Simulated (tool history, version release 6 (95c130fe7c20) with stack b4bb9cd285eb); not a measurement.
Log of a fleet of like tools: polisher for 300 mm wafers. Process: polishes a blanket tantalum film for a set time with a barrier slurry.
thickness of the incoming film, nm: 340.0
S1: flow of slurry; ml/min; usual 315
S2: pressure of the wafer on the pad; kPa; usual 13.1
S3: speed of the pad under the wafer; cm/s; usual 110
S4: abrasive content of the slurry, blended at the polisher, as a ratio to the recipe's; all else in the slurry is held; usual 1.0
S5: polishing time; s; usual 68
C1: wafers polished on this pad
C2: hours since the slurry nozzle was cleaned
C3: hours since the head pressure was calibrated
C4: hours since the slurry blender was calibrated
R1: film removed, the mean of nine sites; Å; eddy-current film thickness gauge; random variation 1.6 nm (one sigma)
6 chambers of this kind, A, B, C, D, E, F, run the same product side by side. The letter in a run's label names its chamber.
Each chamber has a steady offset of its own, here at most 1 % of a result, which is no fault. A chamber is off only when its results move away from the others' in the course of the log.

{"run": "1A", "day": 0.133, "S1": 315, "S2": 13.1, "S3": 110, "S4": 1.0, "S5": 68, "C1": 299, "C2": 173.0, "C3": 146.4, "C4": 71.3, "R1": 1143.8}
{"run": "2D", "day": 0.246, "S1": 315, "S2": 13.1, "S3": 110, "S4": 1.0, "S5": 68, "C1": 254, "C2": 286.6, "C3": 28.0, "C4": 73.9, "R1": 1139.3}
{"run": "3F", "day": 0.425, "S1": 315, "S2": 13.1, "S3": 110, "S4": 1.0, "S5": 68, "C1": 310, "C2": 716.9, "C3": 209.1, "C4": 182.5, "R1": 1118.6}
{"run": "4C", "day": 0.6, "S1": 315, "S2": 13.1, "S3": 110, "S4": 1.0, "S5": 68, "C1": 839, "C2": 96.9, "C3": 25.6, "C4": 129.2, "R1": 1170.5}
{"run": "5B", "day": 0.792, "S1": 315, "S2": 13.1, "S3": 110, "S4": 1.0, "S5": 68, "C1": 619, "C2": 164.2, "C3": 386.3, "C4": 159.2, "R1": 1141.0}
{"run": "6E", "day": 0.983, "S1": 315, "S2": 13.1, "S3": 110, "S4": 0.9, "S5": 78, "C1": 472, "C2": 338.9, "C3": 400.8, "C4": 337.9, "R1": 1298.3}
{"run": "7B", "day": 1.121, "S1": 315, "S2": 13.1, "S3": 110, "S4": 0.9, "S5": 78, "C1": 728, "C2": 172.1, "C3": 394.2, "C4": 167.1, "R1": 1282.3}
{"run": "8C", "day": 1.329, "S1": 315, "S2": 13.1, "S3": 110, "S4": 0.9, "S5": 78, "C1": 1078, "C2": 114.4, "C3": 43.1, "C4": 146.7, "R1": 1227.5}
{"run": "9A", "day": 1.492, "S1": 315, "S2": 13.1, "S3": 110, "S4": 0.9, "S5": 78, "C1": 746, "C2": 205.6, "C3": 179.0, "C4": 103.9, "R1": 1289.3}
{"run": "10F", "day": 1.6, "S1": 315, "S2": 13.1, "S3": 110, "S4": 0.9, "S5": 78, "C1": 697, "C2": 745.1, "C3": 237.3, "C4": 210.7, "R1": 1251.5}
{"day": 1.642, "done": "chamber E: worn pad replaced by a new one"}
{"run": "11D", "day": 1.754, "S1": 315, "S2": 13.1, "S3": 110, "S4": 0.9, "S5": 78, "C1": 750, "C2": 322.8, "C3": 64.2, "C4": 110.1, "R1": 1254.7}
{"day": 1.812, "done": "chamber B: worn pad replaced by a new one"}
{"run": "12E", "day": 1.975, "S1": 315, "S2": 13.1, "S3": 110, "S4": 1.0, "S5": 68, "C1": 110, "C2": 362.7, "C3": 424.6, "C4": 361.7, "R1": 1185.2}
{"day": 2.033, "done": "chamber F: worn pad replaced by a new one"}
{"run": "13F", "day": 2.096, "S1": 315, "S2": 13.1, "S3": 110, "S4": 1.0, "S5": 68, "C1": 21, "C2": 757.0, "C3": 249.2, "C4": 222.6, "R1": 1138.1}
{"run": "14A", "day": 2.262, "S1": 315, "S2": 13.1, "S3": 110, "S4": 1.0, "S5": 68, "C1": 1000, "C2": 224.1, "C3": 197.5, "C4": 122.4, "R1": 1142.5}
{"run": "15C", "day": 2.367, "S1": 315, "S2": 13.1, "S3": 110, "S4": 1.0, "S5": 68, "C1": 1420, "C2": 139.3, "C3": 68.0, "C4": 171.6, "R1": 1131.8}
{"run": "16E", "day": 2.5, "S1": 315, "S2": 13.1, "S3": 110, "S4": 1.0, "S5": 68, "C1": 283, "C2": 375.3, "C3": 437.2, "C4": 374.3, "R1": 1143.0}
{"run": "17B", "day": 2.696, "S1": 315, "S2": 13.1, "S3": 110, "S4": 1.0, "S5": 68, "C1": 290, "C2": 209.9, "C3": 432.0, "C4": 204.9, "R1": 1096.5}
{"run": "18D", "day": 2.925, "S1": 315, "S2": 13.1, "S3": 110, "S4": 1.0, "S5": 68, "C1": 1135, "C2": 350.9, "C3": 92.3, "C4": 138.2, "R1": 1132.6}
{"day": 3.046, "done": "chamber A: slurry nozzle cleaned"}
{"run": "19B", "day": 3.162, "S1": 315, "S2": 13.1, "S3": 110, "S4": 1.0, "S5": 68, "C1": 444, "C2": 221.1, "C3": 443.2, "C4": 216.1, "R1": 1136.0}
{"run": "20A", "day": 3.275, "S1": 315, "S2": 13.1, "S3": 110, "S4": 1.0, "S5": 68, "C1": 1332, "C2": 5.5, "C3": 221.8, "C4": 146.7, "R1": 1161.4}
{"run": "21E", "day": 3.412, "S1": 315, "S2": 13.1, "S3": 110, "S4": 1.0, "S5": 68, "C1": 583, "C2": 397.2, "C3": 459.1, "C4": 396.2, "R1": 1172.1}
{"day": 3.479, "done": "chamber B: slurry blender recalibrated"}
{"run": "22C", "day": 3.579, "S1": 315, "S2": 13.1, "S3": 110, "S4": 1.0, "S5": 68, "C1": 1818, "C2": 168.4, "C3": 97.1, "C4": 200.7, "R1": 1115.2}
{"day": 3.629, "done": "chamber D: worn pad replaced by a new one"}
{"day": 3.629, "done": "chamber A: worn pad replaced by a new one"}
{"run": "23D", "day": 3.688, "S1": 315, "S2": 13.1, "S3": 110, "S4": 1.0, "S5": 68, "C1": 19, "C2": 369.2, "C3": 110.6, "C4": 156.5, "R1": 1140.3}
{"run": "24F", "day": 3.825, "S1": 315, "S2": 13.1, "S3": 110, "S4": 1.0, "S5": 68, "C1": 590, "C2": 798.5, "C3": 290.7, "C4": 264.1, "R1": 1102.3}
{"day": 3.983, "done": "chamber E: worn pad replaced by a new one"}
{"run": "25F", "day": 4.017, "S1": 270, "S2": 13.1, "S3": 110, "S4": 1.0, "S5": 68, "C1": 653, "C2": 803.1, "C3": 295.3, "C4": 268.7, "R1": 1131.2}
{"run": "26B", "day": 4.158, "S1": 270, "S2": 13.1, "S3": 110, "S4": 1.0, "S5": 68, "C1": 771, "C2": 245.0, "C3": 467.1, "C4": 16.3, "R1": 1125.7}
{"day": 4.204, "done": "chamber D: slurry blender recalibrated"}
{"day": 4.296, "done": "chamber F: worn pad replaced by a new one"}
{"run": "27E", "day": 4.296, "S1": 270, "S2": 13.1, "S3": 110, "S4": 1.0, "S5": 68, "C1": 104, "C2": 418.4, "C3": 480.3, "C4": 417.4, "R1": 1116.4}
{"run": "28C", "day": 4.479, "S1": 270, "S2": 13.1, "S3": 110, "S4": 1.0, "S5": 68, "C1": 2114, "C2": 190.0, "C3": 118.7, "C4": 222.3, "R1": 1096.0}
{"run": "29A", "day": 4.708, "S1": 270, "S2": 13.1, "S3": 110, "S4": 1.0, "S5": 68, "C1": 354, "C2": 39.9, "C3": 256.2, "C4": 181.1, "R1": 1144.9}
{"day": 4.821, "done": "chamber E: head pressure recalibrated"}
{"day": 4.85, "done": "chamber B: worn pad replaced by a new one"}
{"run": "30D", "day": 4.904, "S1": 270, "S2": 13.1, "S3": 110, "S4": 1.0, "S5": 68, "C1": 419, "C2": 398.4, "C3": 139.8, "C4": 16.9, "R1": 1145.4}
{"run": "31B", "day": 5.046, "S1": 315, "S2": 13.1, "S3": 110, "S4": 1.0, "S5": 68, "C1": 65, "C2": 266.3, "C3": 488.4, "C4": 37.6, "R1": 1166.9}
{"run": "32D", "day": 5.271, "S1": 375, "S2": 13.1, "S3": 110, "S4": 1.0, "S5": 90, "C1": 539, "C2": 407.2, "C3": 148.6, "C4": 25.7, "R1": 1532.8}
{"day": 5.358, "done": "chamber F: slurry blender recalibrated"}
{"run": "33E", "day": 5.446, "S1": 375, "S2": 13.1, "S3": 110, "S4": 1.0, "S5": 90, "C1": 482, "C2": 446.0, "C3": 15.0, "C4": 445.0, "R1": 1556.8}
{"run": "34C", "day": 5.638, "S1": 375, "S2": 13.1, "S3": 110, "S4": 1.0, "S5": 90, "C1": 2495, "C2": 217.8, "C3": 146.5, "C4": 250.1, "R1": 1457.6}
{"run": "35F", "day": 5.85, "S1": 375, "S2": 13.1, "S3": 110, "S4": 1.0, "S5": 90, "C1": 512, "C2": 847.1, "C3": 339.3, "C4": 11.9, "R1": 1541.0}
{"day": 5.912, "done": "chamber B: head pressure recalibrated"}
{"run": "36A", "day": 6.054, "S1": 375, "S2": 13.1, "S3": 110, "S4": 1.0, "S5": 90, "C1": 797, "C2": 72.2, "C3": 288.5, "C4": 213.4, "R1": 1585.3}
{"day": 6.179, "done": "chamber E: worn pad replaced by a new one"}
{"run": "37E", "day": 6.179, "S1": 375, "S2": 13.1, "S3": 110, "S4": 1.0, "S5": 90, "C1": 0, "C2": 463.6, "C3": 32.6, "C4": 462.6, "R1": 1554.1}
{"run": "38B", "day": 6.354, "S1": 315, "S2": 13.1, "S3": 110, "S4": 1.0, "S5": 68, "C1": 495, "C2": 297.7, "C3": 10.7, "C4": 69.0, "R1": 1155.5}
{"day": 6.442, "done": "chamber A: slurry blender recalibrated"}
{"run": "39A", "day": 6.562, "S1": 315, "S2": 13.1, "S3": 110, "S4": 1.0, "S5": 68, "C1": 964, "C2": 84.4, "C3": 300.7, "C4": 2.9, "R1": 1164.1}
{"run": "40D", "day": 6.729, "S1": 315, "S2": 13.1, "S3": 110, "S4": 1.0, "S5": 68, "C1": 1019, "C2": 442.2, "C3": 183.6, "C4": 60.7, "R1": 1145.0}
{"run": "41C", "day": 6.942, "S1": 315, "S2": 13.1, "S3": 110, "S4": 1.0, "S5": 68, "C1": 2924, "C2": 249.1, "C3": 177.8, "C4": 281.4, "R1": 1030.3}

Next, every chamber runs the same settings. What will each give?
{"run": "42A", "day": 7.112, "S1": 315, "S2": 13.1, "S3": 110, "S4": 1.0, "S5": 68, "R1": "?"}
{"run": "42B", "day": 7.112, "S1": 315, "S2": 13.1, "S3": 110, "S4": 1.0, "S5": 68, "R1": "?"}
{"run": "42C", "day": 7.112, "S1": 315, "S2": 13.1, "S3": 110, "S4": 1.0, "S5": 68, "R1": "?"}
{"run": "42D", "day": 7.112, "S1": 315, "S2": 13.1, "S3": 110, "S4": 1.0, "S5": 68, "R1": "?"}
{"run": "42E", "day": 7.112, "S1": 315, "S2": 13.1, "S3": 110, "S4": 1.0, "S5": 68, "R1": "?"}
{"run": "42F", "day": 7.112, "S1": 315, "S2": 13.1, "S3": 110, "S4": 1.0, "S5": 68, "R1": "?"}

run=42A R1=1135.6
run=42B R1=1141.9
run=42C R1=1051.2
run=42D R1=1141.2
run=42E R1=1164.7
run=42F R1=1141.9

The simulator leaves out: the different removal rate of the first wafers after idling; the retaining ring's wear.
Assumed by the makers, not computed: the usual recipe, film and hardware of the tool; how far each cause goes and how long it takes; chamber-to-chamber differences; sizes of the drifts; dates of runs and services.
